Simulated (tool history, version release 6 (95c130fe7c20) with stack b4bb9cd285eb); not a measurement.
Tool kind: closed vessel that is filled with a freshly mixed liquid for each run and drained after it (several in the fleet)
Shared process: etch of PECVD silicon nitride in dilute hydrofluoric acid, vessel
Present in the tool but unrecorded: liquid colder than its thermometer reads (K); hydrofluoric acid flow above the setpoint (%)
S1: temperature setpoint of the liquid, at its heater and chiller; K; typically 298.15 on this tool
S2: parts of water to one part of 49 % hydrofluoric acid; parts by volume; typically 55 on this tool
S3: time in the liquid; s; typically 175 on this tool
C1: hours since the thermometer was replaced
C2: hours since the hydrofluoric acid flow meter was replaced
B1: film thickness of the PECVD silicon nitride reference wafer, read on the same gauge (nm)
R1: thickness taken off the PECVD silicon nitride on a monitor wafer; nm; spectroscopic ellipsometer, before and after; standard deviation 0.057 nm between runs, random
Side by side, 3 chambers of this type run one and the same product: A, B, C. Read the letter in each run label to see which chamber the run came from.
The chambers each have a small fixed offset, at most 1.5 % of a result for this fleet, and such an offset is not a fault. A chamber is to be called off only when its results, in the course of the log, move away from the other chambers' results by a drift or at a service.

run    day      S1  S2   S3      C1     C2      B1       R1
 1C  0.121  298.15  55  175   759.7  251.3  69.961   9.8911
 2A  0.271  298.15  55  175  1659.2   94.1  70.009   9.9682
 3B  0.388  298.15  55  175   947.2  496.9  70.019   9.8735
 4A  0.550  298.15  55  175  1665.9  100.8  69.986   9.9564
 5B  0.771  298.15  55  175   956.4  506.1  70.072   9.7788
 6C  0.929  298.15  55  175   779.1  270.7  70.001   9.8406
 7A  1.150  298.15  55  175  1680.3  115.2  70.047   9.9070
 8B  1.296  298.15  35  255   969.0  518.7  70.008  22.4690
 9C  1.508  298.15  35  255   793.0  284.6  70.074  22.3320
10C  1.646  298.15  35  255   796.3  287.9  70.004  22.2770
11B  1.762  298.15  55  175   980.2  529.9  70.035   9.8901
12A  1.888  298.15  55  175  1698.0  132.9  69.999   9.8604
13B  2.112  298.15  55  175   988.6  538.3  70.021   9.8769
14C  2.308  298.15  55  175   812.2  303.8  70.023   9.8903
15A  2.512  298.15  55  175  1713.0  147.9  69.971   9.8655
16B  2.650  298.15  85  175  1001.5  551.2  70.014   6.3158
17C  2.779  298.15  85  175   823.5  315.1  70.000   6.5467
18A  2.958  298.15  85  175  1723.7  158.6  70.054   6.5067
19A  3.112  298.15  55  175  1727.4  162.3  70.010   9.9413
20C  3.325  298.15  55  175   836.6  328.2  69.981  10.0320
21B  3.529  298.15  55  175  1022.6  572.3  70.064   9.9632
22C  3.692  298.15  55  175   845.4  337.0  70.003  10.1420
23A  3.854  298.15  55  175  1745.2  180.1  69.986   9.8800
24B  3.992  298.15  55  175  1033.7  583.4  69.943   9.7796
25A  4.104  298.15  55  175  1751.2  186.1  70.057   9.9285
26B  4.229  298.15  55  175  1039.4  589.1  70.020   9.8559
27C  4.396  298.15  55  175   862.3  353.9  70.012  10.2850
28C  4.600  298.15  55  175   867.2  358.8  70.003  10.4510
29A  4.808  298.15  55  175  1768.1  203.0  69.986   9.9197
30B  5.033  298.15  55  175  1058.7  608.4  69.934   9.8472
31A  5.183  293.65  55  175  1777.1  212.0  69.978   7.3348
32B  5.379  293.65  55  175  1067.0  616.7  70.029   7.3087
33C  5.583  293.65  55  175   890.8  382.4  69.973   7.7587
34C  5.800  298.15  55  175   896.0  387.6  70.027  10.6930
35A  5.979  298.15  55  175  1796.2  231.1  70.011   9.9868
36B  6.112  298.15  55  175  1084.6  634.3  69.992   9.8402
37C  6.279  298.15  55  175   907.5  399.1  70.022  10.6590
38B  6.388  298.15  55  175  1091.2  640.9  70.007   9.9478

Each of the 3 chambers runs these same settings next. Fill in every chamber's results:
39A  6.550  298.15  55  175               ?
39B  6.550  298.15  55  175               ?
39C  6.550  298.15  55  175               ?

run       R1
39A   9.9553
39B   9.7796
39C  10.8910

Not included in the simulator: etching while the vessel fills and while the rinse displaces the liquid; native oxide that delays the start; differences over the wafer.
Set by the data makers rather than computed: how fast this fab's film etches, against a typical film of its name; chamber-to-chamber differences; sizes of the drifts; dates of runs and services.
